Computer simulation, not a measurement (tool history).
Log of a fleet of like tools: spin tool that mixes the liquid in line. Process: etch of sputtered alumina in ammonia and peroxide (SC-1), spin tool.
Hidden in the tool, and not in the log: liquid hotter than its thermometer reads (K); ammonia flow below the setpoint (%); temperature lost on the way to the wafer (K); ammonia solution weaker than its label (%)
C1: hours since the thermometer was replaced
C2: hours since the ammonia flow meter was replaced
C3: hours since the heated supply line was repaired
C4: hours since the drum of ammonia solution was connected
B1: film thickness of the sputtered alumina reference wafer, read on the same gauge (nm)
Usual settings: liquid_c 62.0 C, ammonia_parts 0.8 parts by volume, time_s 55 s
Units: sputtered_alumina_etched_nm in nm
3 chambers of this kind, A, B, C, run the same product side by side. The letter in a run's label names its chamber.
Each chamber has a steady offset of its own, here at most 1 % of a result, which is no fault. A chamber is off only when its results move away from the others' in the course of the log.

run 1B day=0.321 | liquid_c=62.0 ammonia_parts=0.8 time_s=55 | C1=341.6 C2=815.7 C3=817.7 C4=95.3 | B1=80.010 | sputtered_alumina_etched_nm=4.4777
run 2A day=0.754 | liquid_c=62.0 ammonia_parts=0.8 time_s=55 | C1=417.0 C2=540.4 C3=3602.4 C4=160.7 | B1=80.005 | sputtered_alumina_etched_nm=4.4038
run 3C day=1.004 | liquid_c=62.0 ammonia_parts=0.8 time_s=55 | C1=338.6 C2=339.1 C3=1403.7 C4=221.0 | B1=79.987 | sputtered_alumina_etched_nm=4.4351
run 4A day=1.283 | liquid_c=62.0 ammonia_parts=0.8 time_s=55 | C1=429.7 C2=553.1 C3=3615.1 C4=173.4 | B1=80.033 | sputtered_alumina_etched_nm=4.4125
run 5B day=1.542 | liquid_c=70.0 ammonia_parts=0.8 time_s=35 | C1=370.9 C2=845.0 C3=847.0 C4=124.6 | B1=79.982 | sputtered_alumina_etched_nm=4.1986
run 6C day=1.862 | liquid_c=70.0 ammonia_parts=0.8 time_s=35 | C1=359.2 C2=359.7 C3=1424.3 C4=241.6 | B1=79.985 | sputtered_alumina_etched_nm=4.1982
run 7C day=2.283 | liquid_c=70.0 ammonia_parts=0.8 time_s=35 | C1=369.3 C2=369.8 C3=1434.4 C4=251.7 | B1=80.010 | sputtered_alumina_etched_nm=4.2012
run 8B day=2.662 | liquid_c=62.0 ammonia_parts=0.8 time_s=55 | C1=397.8 C2=871.9 C3=873.9 C4=151.5 | B1=79.991 | sputtered_alumina_etched_nm=4.3518
run 9A day=3.046 | liquid_c=62.0 ammonia_parts=0.8 time_s=55 | C1=472.0 C2=595.4 C3=3657.4 C4=215.7 | B1=80.008 | sputtered_alumina_etched_nm=4.4010
run 10B day=3.271 | liquid_c=62.0 ammonia_parts=0.8 time_s=55 | C1=412.4 C2=886.5 C3=888.5 C4=166.1 | B1=79.979 | sputtered_alumina_etched_nm=4.4348
run 11C day=3.667 | liquid_c=62.0 ammonia_parts=0.8 time_s=55 | C1=402.5 C2=403.0 C3=1467.6 C4=284.9 | B1=80.016 | sputtered_alumina_etched_nm=4.4130
run 12A day=4.096 | liquid_c=62.0 ammonia_parts=0.8 time_s=55 | C1=497.2 C2=620.6 C3=3682.6 C4=240.9 | B1=79.972 | sputtered_alumina_etched_nm=4.3762
run 13A day=4.429 | liquid_c=62.0 ammonia_parts=0.8 time_s=55 | C1=505.2 C2=628.6 C3=3690.6 C4=248.9 | B1=79.976 | sputtered_alumina_etched_nm=4.4560
run 14B day=4.808 | liquid_c=62.0 ammonia_parts=0.8 time_s=55 | C1=449.3 C2=923.4 C3=925.4 C4=203.0 | B1=80.031 | sputtered_alumina_etched_nm=4.3690
run 15C day=5.067 | liquid_c=62.0 ammonia_parts=0.8 time_s=55 | C1=436.1 C2=436.6 C3=1501.2 C4=318.5 | B1=80.016 | sputtered_alumina_etched_nm=4.4239
run 16A day=5.304 | liquid_c=62.0 ammonia_parts=0.8 time_s=55 | C1=526.2 C2=649.6 C3=3711.6 C4=269.9 | B1=80.003 | sputtered_alumina_etched_nm=4.3747
run 17B day=5.696 | liquid_c=62.0 ammonia_parts=0.8 time_s=55 | C1=470.6 C2=944.7 C3=946.7 C4=224.3 | B1=80.009 | sputtered_alumina_etched_nm=4.4242
-- day=6.071 chamber A: heated supply line repaired
run 18C day=6.112 | liquid_c=62.0 ammonia_parts=0.8 time_s=55 | C1=461.2 C2=461.7 C3=1526.3 C4=343.6 | B1=79.985 | sputtered_alumina_etched_nm=4.3582
run 19B day=6.575 | liquid_c=62.0 ammonia_parts=0.8 time_s=55 | C1=491.7 C2=965.8 C3=967.8 C4=245.4 | B1=80.013 | sputtered_alumina_etched_nm=4.4531
run 20C day=6.796 | liquid_c=62.0 ammonia_parts=0.8 time_s=55 | C1=477.6 C2=478.1 C3=1542.7 C4=360.0 | B1=79.961 | sputtered_alumina_etched_nm=4.4935
run 21A day=7.125 | liquid_c=62.0 ammonia_parts=0.8 time_s=55 | C1=569.9 C2=693.3 C3=25.3 C4=313.6 | B1=79.984 | sputtered_alumina_etched_nm=4.3883
-- day=7.367 chamber A: ammonia flow meter replaced
run 22C day=7.412 | liquid_c=62.0 ammonia_parts=0.8 time_s=55 | C1=492.4 C2=492.9 C3=1557.5 C4=374.8 | B1=79.982 | sputtered_alumina_etched_nm=4.3749
run 23A day=7.875 | liquid_c=62.0 ammonia_parts=0.8 time_s=55 | C1=587.9 C2=12.2 C3=43.3 C4=331.6 | B1=79.980 | sputtered_alumina_etched_nm=4.3457
run 24B day=8.262 | liquid_c=62.0 ammonia_parts=0.8 time_s=55 | C1=532.2 C2=1006.3 C3=1008.3 C4=285.9 | B1=80.017 | sputtered_alumina_etched_nm=4.4706
run 25C day=8.738 | liquid_c=62.0 ammonia_parts=0.8 time_s=45 | C1=524.2 C2=524.7 C3=1589.3 C4=406.6 | B1=80.003 | sputtered_alumina_etched_nm=3.6064
run 26B day=8.996 | liquid_c=62.0 ammonia_parts=0.8 time_s=45 | C1=549.8 C2=1023.9 C3=1025.9 C4=303.5 | B1=80.003 | sputtered_alumina_etched_nm=3.6396
run 27A day=9.442 | liquid_c=62.0 ammonia_parts=0.8 time_s=45 | C1=625.5 C2=49.8 C3=80.9 C4=369.2 | B1=79.983 | sputtered_alumina_etched_nm=3.6329
run 28B day=9.900 | liquid_c=62.0 ammonia_parts=0.8 time_s=55 | C1=571.5 C2=1045.6 C3=1047.6 C4=325.2 | B1=79.996 | sputtered_alumina_etched_nm=4.3998
run 29A day=10.171 | liquid_c=65.0 ammonia_parts=0.8 time_s=55 | C1=643.0 C2=67.3 C3=98.4 C4=386.7 | B1=80.000 | sputtered_alumina_etched_nm=5.0677
-- day=10.225 chamber B: thermometer replaced
run 30C day=10.467 | liquid_c=65.0 ammonia_parts=0.8 time_s=55 | C1=565.7 C2=566.2 C3=1630.8 C4=448.1 | B1=80.013 | sputtered_alumina_etched_nm=5.2046
run 31C day=10.779 | liquid_c=65.0 ammonia_parts=0.8 time_s=55 | C1=573.2 C2=573.7 C3=1638.3 C4=455.6 | B1=80.034 | sputtered_alumina_etched_nm=5.1413
run 32A day=10.988 | liquid_c=55.5 ammonia_parts=0.8 time_s=55 | C1=662.6 C2=86.9 C3=118.0 C4=406.3 | B1=79.999 | sputtered_alumina_etched_nm=3.1183
run 33B day=11.250 | liquid_c=55.5 ammonia_parts=0.8 time_s=55 | C1=24.6 C2=1078.0 C3=1080.0 C4=357.6 | B1=79.997 | sputtered_alumina_etched_nm=3.1565
run 34C day=11.558 | liquid_c=55.5 ammonia_parts=0.8 time_s=55 | C1=591.9 C2=592.4 C3=1657.0 C4=474.3 | B1=79.999 | sputtered_alumina_etched_nm=3.1235
-- day=11.654 chamber A: new drum of ammonia solution connected
run 35B day=11.892 | liquid_c=62.0 ammonia_parts=0.8 time_s=55 | C1=40.0 C2=1093.4 C3=1095.4 C4=373.0 | B1=80.030 | sputtered_alumina_etched_nm=4.4020
run 36A day=12.312 | liquid_c=62.0 ammonia_parts=0.8 time_s=55 | C1=694.4 C2=118.7 C3=149.8 C4=15.9 | B1=80.015 | sputtered_alumina_etched_nm=4.4410
run 37A day=12.688 | liquid_c=62.0 ammonia_parts=0.8 time_s=55 | C1=703.4 C2=127.7 C3=158.8 C4=24.9 | B1=79.964 | sputtered_alumina_etched_nm=4.3718
run 38B day=13.008 | liquid_c=62.0 ammonia_parts=0.8 time_s=55 | C1=66.8 C2=1120.2 C3=1122.2 C4=399.8 | B1=79.998 | sputtered_alumina_etched_nm=4.3934
run 39C day=13.354 | liquid_c=70.0 ammonia_parts=0.8 time_s=55 | C1=635.0 C2=635.5 C3=1700.1 C4=517.4 | B1=79.976 | sputtered_alumina_etched_nm=6.6732

Is one chamber off against the others, does the gauge drift, or is nothing wrong? If a chamber is off, say which, and what the likeliest cause is.

No chamber stands off beyond its own small offset, and the gauge holds steady.

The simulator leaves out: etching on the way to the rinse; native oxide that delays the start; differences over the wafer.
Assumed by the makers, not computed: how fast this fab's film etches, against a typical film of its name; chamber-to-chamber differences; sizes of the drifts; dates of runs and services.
